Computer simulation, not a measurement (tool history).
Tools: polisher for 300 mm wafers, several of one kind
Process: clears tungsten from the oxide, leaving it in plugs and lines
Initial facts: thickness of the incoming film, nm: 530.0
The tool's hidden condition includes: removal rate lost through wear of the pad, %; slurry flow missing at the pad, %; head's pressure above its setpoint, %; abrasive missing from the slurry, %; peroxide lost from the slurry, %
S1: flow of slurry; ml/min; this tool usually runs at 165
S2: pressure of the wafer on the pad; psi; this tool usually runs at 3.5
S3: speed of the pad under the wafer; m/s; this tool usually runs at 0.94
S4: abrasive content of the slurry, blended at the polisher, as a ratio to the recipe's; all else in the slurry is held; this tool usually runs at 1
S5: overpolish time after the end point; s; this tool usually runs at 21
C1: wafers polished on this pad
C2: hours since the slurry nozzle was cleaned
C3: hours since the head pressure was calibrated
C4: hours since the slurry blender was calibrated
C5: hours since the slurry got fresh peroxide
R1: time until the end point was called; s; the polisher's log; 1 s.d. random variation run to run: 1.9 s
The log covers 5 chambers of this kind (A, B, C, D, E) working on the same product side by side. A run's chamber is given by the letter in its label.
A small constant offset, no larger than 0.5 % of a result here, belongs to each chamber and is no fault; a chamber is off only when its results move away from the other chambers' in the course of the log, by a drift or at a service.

run,hour,S1,S2,S3,S4,S5,C1,C2,C3,C4,C5,R1
1B,4.8,165,3.5,0.94,1,21,794,154.1,770.3,25.7,148.9,124.110
# hour 9.8: chamber C: worn pad replaced by a new one
2E,10.1,165,3.5,0.94,1,21,440,118.0,1247.1,74.0,89.9,123.960
# hour 15.5: chamber C: slurry tank refilled with fresh slurry and peroxide
3A,18.3,165,3.5,0.94,1,21,1086,264.1,522.3,37.7,141.4,124.550
4D,22.4,165,3.5,0.94,1,21,945,437.0,1051.9,74.9,77.2,125.020
# hour 26.6: chamber A: worn pad replaced by a new one
5C,26.8,165,3.5,0.94,1,21,134,102.2,384.9,309.8,11.3,122.670
6A,31.7,165,3.5,0.94,1,21,40,277.5,535.7,51.1,154.8,122.190
7D,38.8,220,3.5,0.62,1,21,1074,453.4,1068.3,91.3,93.6,177.600
# hour 39.4: chamber E: head pressure recalibrated
# hour 45.5: chamber B: slurry tank refilled with fresh slurry and peroxide
8E,46.0,220,3.5,0.62,1,21,723,153.9,6.6,109.9,125.8,180.890
9B,52.1,220,3.5,0.62,1,21,1168,201.4,817.6,73.0,6.7,178.510
# hour 59.3: chamber E: slurry tank refilled with fresh slurry and peroxide
# hour 59.8: chamber C: slurry tank refilled with fresh slurry and peroxide
10C,60.3,220,3.5,0.62,1,21,399,135.7,418.4,343.3,0.6,176.420
11D,63.9,220,3.5,0.62,1,21,1272,478.5,1093.4,116.4,118.7,174.270
12E,69.0,165,3.5,0.94,1,21,905,176.9,29.6,132.9,9.8,123.790
13B,74.3,165,3.5,0.94,1,21,1343,223.6,839.8,95.2,28.9,118.140
# hour 76.3: chamber A: slurry tank refilled with fresh slurry and peroxide
# hour 76.7: chamber D: worn pad replaced by a new one
# hour 76.8: chamber C: head pressure recalibrated
14A,82.2,165,3.5,0.94,1,21,439,328.0,586.2,101.6,5.9,122.960
15C,88.6,190,3.9,0.94,1,21,623,164.0,11.9,371.6,28.9,107.200
# hour 96.5: chamber B: worn pad replaced by a new one
16C,96.9,190,3.9,0.94,1,21,688,172.3,20.2,379.9,37.2,106.030
17E,101.1,190,3.9,0.94,1,21,1158,209.0,61.7,165.0,41.9,111.590
# hour 105.7: chamber C: slurry tank refilled with fresh slurry and peroxide
18D,107.8,190,3.9,0.94,1,21,246,522.4,1137.3,160.3,162.6,109.630
19B,112.6,190,3.9,0.94,1,21,127,261.9,878.1,133.5,67.2,106.510
20A,117.2,165,3.5,0.94,1,21,716,363.0,621.2,136.6,40.9,125.640
# hour 123.4: chamber C: worn pad replaced by a new one
21D,124.4,165,3.5,0.94,1,21,377,539.0,1153.9,176.9,179.2,122.610
22B,131.5,165,3.5,0.94,1,21,276,280.8,897.0,152.4,86.1,119.250
# hour 135.3: chamber E: worn pad replaced by a new one
23C,136.8,165,3.5,0.94,1,21,106,212.2,60.1,419.8,31.2,121.440
# hour 139.6: chamber E: slurry blender recalibrated
24E,142.1,165,2.8,0.94,1,21,54,250.0,102.7,2.5,82.9,156.440
# hour 146.0: chamber C: slurry blender recalibrated
25A,146.1,165,2.8,0.94,1,21,944,391.9,650.1,165.5,69.8,155.740
# hour 150.9: chamber D: slurry tank refilled with fresh slurry and peroxide
26E,152.2,165,2.8,0.94,1,21,133,260.1,112.8,12.6,93.0,150.970
# hour 153.8: chamber A: worn pad replaced by a new one
27D,155.9,165,2.8,0.94,1,21,626,570.5,1185.4,208.4,5.1,159.350
# hour 158.2: chamber C: slurry tank refilled with fresh slurry and peroxide
28A,164.1,165,2.8,0.94,1,21,81,409.9,668.1,183.5,87.8,154.450
29B,170.7,165,3.5,0.94,1,21,586,320.0,936.2,191.6,125.3,114.700
30C,176.7,165,3.5,0.94,1,21,421,252.1,100.0,30.7,18.5,122.650
# hour 177.0: chamber D: slurry blender recalibrated
31E,182.2,165,3.5,0.94,1,21,370,290.1,142.8,42.6,123.0,123.870
32A,187.7,165,3.5,0.94,1,21,268,433.5,691.7,207.1,111.4,121.570
# hour 192.7: chamber A: slurry blender recalibrated
33B,195.0,165,3.5,0.94,1,21,778,344.3,960.5,215.9,149.6,116.220
34D,198.6,165,3.5,0.94,1,15,963,613.2,1228.1,21.6,47.8,124.180
# hour 199.4: chamber C: slurry tank refilled with fresh slurry and peroxide
# hour 200.0: chamber B: slurry tank refilled with fresh slurry and peroxide
# hour 204.2: chamber B: slurry nozzle cleaned
35C,206.3,165,3.5,0.94,1,15,654,281.7,129.6,60.3,6.9,120.500
36C,212.3,165,3.5,0.94,1,15,702,287.7,135.6,66.3,12.9,124.080
# hour 212.5: chamber E: slurry tank refilled with fresh slurry and peroxide
# hour 214.3: chamber A: slurry nozzle cleaned
37E,219.7,165,3.5,0.94,1,15,667,327.6,180.3,80.1,7.2,125.420
38A,224.8,165,3.5,0.94,1,15,561,10.6,728.8,32.2,148.5,128.520
39B,229.1,165,4.6,0.94,1,21,1047,25.0,994.6,250.0,29.2,86.868

Has any chamber moved away from the others, gradually or after a service, or does the common gauge drift, or do the chambers differ only by their own small steady offsets? State the chamber and the most likely cause if one applies.

Little by little, chamber B moves away from the other chambers.
Most likely cause: head's pressure above its setpoint, % = 9.25.

Which of the 4 candidates below, each the usual settings with something changed and its results left as question marks, puts chamber B back in line with what the other chambers give on the usual settings?
Counts as in line when no further than this from what the other chambers average on the usual settings: R1 6.800 s
40B-1,235.1,170,4.1,0.94,1,21,,,,,,?
40B-2,235.1,165,3.4,0.90,1,21,,,,,,?
40B-3,235.1,165,3.8,0.94,1,21,,,,,,?
40B-4,235.1,165,2.9,0.94,1,21,,,,,,?

Usual-settings mean across the other chambers: R1 124.030 s
run,R1
40B-1,97.484
40B-2,123.580
40B-3,105.750
40B-4,139.010
40B-2 puts the chamber back in line with the other chambers.

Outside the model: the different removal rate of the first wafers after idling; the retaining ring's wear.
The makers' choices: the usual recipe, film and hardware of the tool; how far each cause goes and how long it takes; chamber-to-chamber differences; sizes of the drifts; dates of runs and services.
